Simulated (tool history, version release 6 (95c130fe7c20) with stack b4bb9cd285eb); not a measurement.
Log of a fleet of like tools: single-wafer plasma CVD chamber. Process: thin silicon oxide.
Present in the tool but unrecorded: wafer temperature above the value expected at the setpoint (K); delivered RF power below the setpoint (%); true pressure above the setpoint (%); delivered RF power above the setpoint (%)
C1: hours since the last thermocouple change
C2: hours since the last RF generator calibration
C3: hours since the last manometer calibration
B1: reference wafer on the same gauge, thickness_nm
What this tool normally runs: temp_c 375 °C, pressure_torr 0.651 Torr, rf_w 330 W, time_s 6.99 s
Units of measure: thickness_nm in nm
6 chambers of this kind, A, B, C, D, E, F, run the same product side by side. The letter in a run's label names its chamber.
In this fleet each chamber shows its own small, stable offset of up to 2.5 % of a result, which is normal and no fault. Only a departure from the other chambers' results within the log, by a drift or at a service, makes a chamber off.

run 1C hour=9.2 | temp_c=375 pressure_torr=0.651 rf_w=330 time_s=6.99 | C1=1170.4 C2=129.1 C3=197.8 | B1=12.603 | thickness_nm=11.0270
run 2A hour=14.8 | temp_c=375 pressure_torr=0.651 rf_w=330 time_s=6.99 | C1=1133.6 C2=556.5 C3=834.2 | B1=12.603 | thickness_nm=10.9260
run 3F hour=23.4 | temp_c=375 pressure_torr=0.651 rf_w=330 time_s=6.99 | C1=614.0 C2=1245.5 C3=670.2 | B1=12.600 | thickness_nm=11.0010
run 4E hour=30.2 | temp_c=375 pressure_torr=0.651 rf_w=330 time_s=6.99 | C1=374.2 C2=2305.3 C3=111.2 | B1=12.602 | thickness_nm=11.0760
run 5D hour=38.6 | temp_c=375 pressure_torr=0.703 rf_w=330 time_s=6.99 | C1=1428.6 C2=1724.3 C3=2566.8 | B1=12.592 | thickness_nm=11.8900
run 6B hour=44.7 | temp_c=375 pressure_torr=0.703 rf_w=330 time_s=6.99 | C1=2520.2 C2=218.0 C3=676.1 | B1=12.607 | thickness_nm=11.6910
run 7B hour=51.9 | temp_c=375 pressure_torr=0.703 rf_w=330 time_s=6.99 | C1=2527.4 C2=225.2 C3=683.3 | B1=12.604 | thickness_nm=11.6860
run 8E hour=57.7 | temp_c=375 pressure_torr=0.703 rf_w=330 time_s=6.99 | C1=401.7 C2=2332.8 C3=138.7 | B1=12.597 | thickness_nm=11.9340
run 9F hour=65.0 | temp_c=375 pressure_torr=0.703 rf_w=330 time_s=6.99 | C1=655.6 C2=1287.1 C3=711.8 | B1=12.603 | thickness_nm=11.8690
run 10D hour=71.1 | temp_c=375 pressure_torr=0.703 rf_w=330 time_s=6.99 | C1=1461.1 C2=1756.8 C3=2599.3 | B1=12.602 | thickness_nm=11.8790
run 11A hour=76.5 | temp_c=375 pressure_torr=0.651 rf_w=330 time_s=6.99 | C1=1195.3 C2=618.2 C3=895.9 | B1=12.601 | thickness_nm=10.9400
run 12C hour=82.9 | temp_c=375 pressure_torr=0.651 rf_w=330 time_s=6.99 | C1=1244.1 C2=202.8 C3=271.5 | B1=12.590 | thickness_nm=11.0260
run 13C hour=92.8 | temp_c=375 pressure_torr=0.651 rf_w=330 time_s=6.99 | C1=1254.0 C2=212.7 C3=281.4 | B1=12.605 | thickness_nm=11.0130
-- hour=94.7 chamber E: RF generator calibrated
run 14A hour=98.9 | temp_c=375 pressure_torr=0.651 rf_w=330 time_s=6.99 | C1=1217.7 C2=640.6 C3=918.3 | B1=12.603 | thickness_nm=10.9180
run 15E hour=108.8 | temp_c=375 pressure_torr=0.651 rf_w=330 time_s=6.99 | C1=452.8 C2=14.2 C3=189.8 | B1=12.590 | thickness_nm=11.0610
run 16B hour=117.1 | temp_c=375 pressure_torr=0.651 rf_w=330 time_s=6.99 | C1=2592.6 C2=290.4 C3=748.5 | B1=12.597 | thickness_nm=10.7810
run 17D hour=123.3 | temp_c=375 pressure_torr=0.651 rf_w=330 time_s=6.99 | C1=1513.3 C2=1809.0 C3=2651.5 | B1=12.602 | thickness_nm=10.9620
run 18F hour=132.3 | temp_c=375 pressure_torr=0.651 rf_w=330 time_s=6.99 | C1=722.9 C2=1354.4 C3=779.1 | B1=12.597 | thickness_nm=11.0170
run 19C hour=139.9 | temp_c=375 pressure_torr=0.651 rf_w=330 time_s=6.99 | C1=1301.1 C2=259.8 C3=328.5 | B1=12.602 | thickness_nm=11.0170
run 20F hour=149.0 | temp_c=375 pressure_torr=0.651 rf_w=330 time_s=6.99 | C1=739.6 C2=1371.1 C3=795.8 | B1=12.605 | thickness_nm=11.0010
run 21D hour=154.8 | temp_c=375 pressure_torr=0.651 rf_w=330 time_s=6.99 | C1=1544.8 C2=1840.5 C3=2683.0 | B1=12.612 | thickness_nm=10.9560
run 22A hour=162.4 | temp_c=375 pressure_torr=0.651 rf_w=330 time_s=6.99 | C1=1281.2 C2=704.1 C3=981.8 | B1=12.603 | thickness_nm=10.9520
run 23B hour=169.7 | temp_c=375 pressure_torr=0.651 rf_w=330 time_s=6.99 | C1=2645.2 C2=343.0 C3=801.1 | B1=12.605 | thickness_nm=10.7590
run 24E hour=178.1 | temp_c=375 pressure_torr=0.651 rf_w=330 time_s=6.99 | C1=522.1 C2=83.5 C3=259.1 | B1=12.605 | thickness_nm=11.0470
run 25A hour=188.2 | temp_c=375 pressure_torr=0.651 rf_w=330 time_s=6.99 | C1=1307.0 C2=729.9 C3=1007.6 | B1=12.594 | thickness_nm=10.8600
run 26D hour=194.4 | temp_c=375 pressure_torr=0.651 rf_w=330 time_s=6.99 | C1=1584.4 C2=1880.1 C3=2722.6 | B1=12.613 | thickness_nm=10.9590
run 27C hour=199.8 | temp_c=375 pressure_torr=0.651 rf_w=330 time_s=6.99 | C1=1361.0 C2=319.7 C3=388.4 | B1=12.599 | thickness_nm=11.2050
run 28F hour=207.1 | temp_c=375 pressure_torr=0.651 rf_w=330 time_s=6.99 | C1=797.7 C2=1429.2 C3=853.9 | B1=12.595 | thickness_nm=10.9700
run 29B hour=217.4 | temp_c=375 pressure_torr=0.651 rf_w=330 time_s=6.99 | C1=2692.9 C2=390.7 C3=848.8 | B1=12.601 | thickness_nm=10.7740
run 30E hour=227.2 | temp_c=362 pressure_torr=0.536 rf_w=330 time_s=6.99 | C1=571.2 C2=132.6 C3=308.2 | B1=12.590 | thickness_nm=9.1128
run 31A hour=236.0 | temp_c=362 pressure_torr=0.536 rf_w=330 time_s=6.99 | C1=1354.8 C2=777.7 C3=1055.4 | B1=12.599 | thickness_nm=8.8871
run 32C hour=244.1 | temp_c=362 pressure_torr=0.536 rf_w=330 time_s=6.99 | C1=1405.3 C2=364.0 C3=432.7 | B1=12.600 | thickness_nm=9.2777
run 33E hour=252.7 | temp_c=362 pressure_torr=0.536 rf_w=330 time_s=6.99 | C1=596.7 C2=158.1 C3=333.7 | B1=12.608 | thickness_nm=9.0440
run 34F hour=258.9 | temp_c=362 pressure_torr=0.536 rf_w=330 time_s=6.99 | C1=849.5 C2=1481.0 C3=905.7 | B1=12.608 | thickness_nm=9.0086
run 35D hour=264.8 | temp_c=362 pressure_torr=0.536 rf_w=330 time_s=6.99 | C1=1654.8 C2=1950.5 C3=2793.0 | B1=12.597 | thickness_nm=8.9051
run 36B hour=274.2 | temp_c=375 pressure_torr=0.561 rf_w=365 time_s=6.99 | C1=2749.7 C2=447.5 C3=905.6 | B1=12.599 | thickness_nm=9.4883
run 37F hour=283.1 | temp_c=375 pressure_torr=0.561 rf_w=365 time_s=6.99 | C1=873.7 C2=1505.2 C3=929.9 | B1=12.605 | thickness_nm=9.7603
run 38C hour=292.3 | temp_c=375 pressure_torr=0.561 rf_w=365 time_s=6.99 | C1=1453.5 C2=412.2 C3=480.9 | B1=12.608 | thickness_nm=10.0750
run 39B hour=297.5 | temp_c=375 pressure_torr=0.561 rf_w=365 time_s=6.99 | C1=2773.0 C2=470.8 C3=928.9 | B1=12.596 | thickness_nm=9.5190
run 40E hour=307.3 | temp_c=375 pressure_torr=0.561 rf_w=365 time_s=6.99 | C1=651.3 C2=212.7 C3=388.3 | B1=12.604 | thickness_nm=9.8276
run 41A hour=315.8 | temp_c=375 pressure_torr=0.561 rf_w=365 time_s=6.99 | C1=1434.6 C2=857.5 C3=1135.2 | B1=12.598 | thickness_nm=9.6569
run 42D hour=325.8 | temp_c=375 pressure_torr=0.651 rf_w=330 time_s=6.99 | C1=1715.8 C2=2011.5 C3=2854.0 | B1=12.600 | thickness_nm=10.9660
run 43F hour=332.3 | temp_c=375 pressure_torr=0.651 rf_w=330 time_s=6.99 | C1=922.9 C2=1554.4 C3=979.1 | B1=12.604 | thickness_nm=11.0340

All 6 chambers run these settings next. Forecast each chamber's results:
run 44A hour=339.8 | temp_c=375 pressure_torr=0.651 rf_w=330 time_s=6.99 | thickness_nm=?
run 44B hour=339.8 | temp_c=375 pressure_torr=0.651 rf_w=330 time_s=6.99 | thickness_nm=?
run 44C hour=339.8 | temp_c=375 pressure_torr=0.651 rf_w=330 time_s=6.99 | thickness_nm=?
run 44D hour=339.8 | temp_c=375 pressure_torr=0.651 rf_w=330 time_s=6.99 | thickness_nm=?
run 44E hour=339.8 | temp_c=375 pressure_torr=0.651 rf_w=330 time_s=6.99 | thickness_nm=?
run 44F hour=339.8 | temp_c=375 pressure_torr=0.651 rf_w=330 time_s=6.99 | thickness_nm=?

run=44A thickness_nm=10.9740
run=44B thickness_nm=10.8020
run=44C thickness_nm=11.4530
run=44D thickness_nm=10.9600
run=44E thickness_nm=11.0590
run=44F thickness_nm=11.0210
